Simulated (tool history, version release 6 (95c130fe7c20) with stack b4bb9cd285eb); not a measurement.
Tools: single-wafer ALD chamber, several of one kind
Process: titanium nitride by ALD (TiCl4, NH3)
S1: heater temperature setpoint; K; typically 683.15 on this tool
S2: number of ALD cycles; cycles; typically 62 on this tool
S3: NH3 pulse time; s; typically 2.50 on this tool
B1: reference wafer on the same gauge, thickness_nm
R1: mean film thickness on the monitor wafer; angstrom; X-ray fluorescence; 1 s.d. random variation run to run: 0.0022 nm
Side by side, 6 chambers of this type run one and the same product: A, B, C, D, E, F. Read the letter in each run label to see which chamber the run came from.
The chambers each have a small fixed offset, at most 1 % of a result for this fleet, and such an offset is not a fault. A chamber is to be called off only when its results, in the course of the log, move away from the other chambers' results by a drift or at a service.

run	hour	S1	S2	S3	B1	R1
1A	7.0	683.15	62	2.50	1.2301	13.947
2B	12.8	683.15	62	2.50	1.2298	13.676
3D	18.1	683.15	62	2.50	1.2296	13.917
4F	28.6	683.15	62	2.50	1.2300	13.731
5E	35.9	683.15	62	2.50	1.2299	13.764
6C	43.8	683.15	62	2.50	1.2284	13.932
7B	51.4	683.15	62	2.50	1.2288	13.728
8C	58.2	683.15	62	2.50	1.2284	13.942
9F	64.7	683.15	62	2.50	1.2279	13.753
10E	70.4	697.15	71	2.50	1.2284	15.752
11D	77.8	697.15	71	2.50	1.2285	15.889
12A	87.5	697.15	71	2.50	1.2280	15.931
13A	96.2	697.15	71	2.50	1.2272	16.025
14E	107.6	697.15	71	2.50	1.2271	15.744
15F	113.9	697.15	71	2.50	1.2268	15.715
16C	122.9	672.15	52	2.50	1.2267	11.618
17D	130.7	672.15	52	2.50	1.2263	11.582
18B	137.2	672.15	52	2.50	1.2266	11.458
19C	143.1	672.15	52	2.50	1.2259	11.612
20B	153.6	672.15	52	2.50	1.2261	11.445
21D	159.2	672.15	52	2.50	1.2265	11.596
22E	166.8	683.15	62	2.50	1.2252	13.699
23A	173.1	683.15	66	1.58	1.2259	14.572
24F	180.1	683.15	66	1.58	1.2251	14.321
# hour 181.2: chamber E: thermocouple changed; heater temperature recalibrated
25D	187.1	683.15	66	1.58	1.2249	14.540
26F	196.8	683.15	66	1.58	1.2252	14.369
27A	207.2	683.15	66	1.58	1.2244	14.562
28C	216.9	683.15	66	1.58	1.2250	14.539
29E	226.5	683.15	62	2.50	1.2241	13.648
30B	235.3	683.15	62	2.50	1.2237	13.631
31A	245.1	683.15	62	3.43	1.2233	13.988
32E	252.0	683.15	62	3.43	1.2232	13.755
33D	262.2	683.15	62	3.43	1.2233	13.910
34C	269.0	683.15	62	3.43	1.2232	14.014
35F	276.3	683.15	62	3.43	1.2224	13.782
36B	285.3	683.15	62	3.43	1.2223	13.772
37C	296.6	683.15	62	2.50	1.2221	13.886

Which is it: a chamber that has drifted or been left off by a service, a gauge drift common to all chambers, or only each chamber's usual small offset? If a chamber is off, name it and its likeliest cause.

None of the chambers is off. What moves is the gauge, dragging all their readings along together.
Most likely cause: gauge reads low (%) = 0.65.
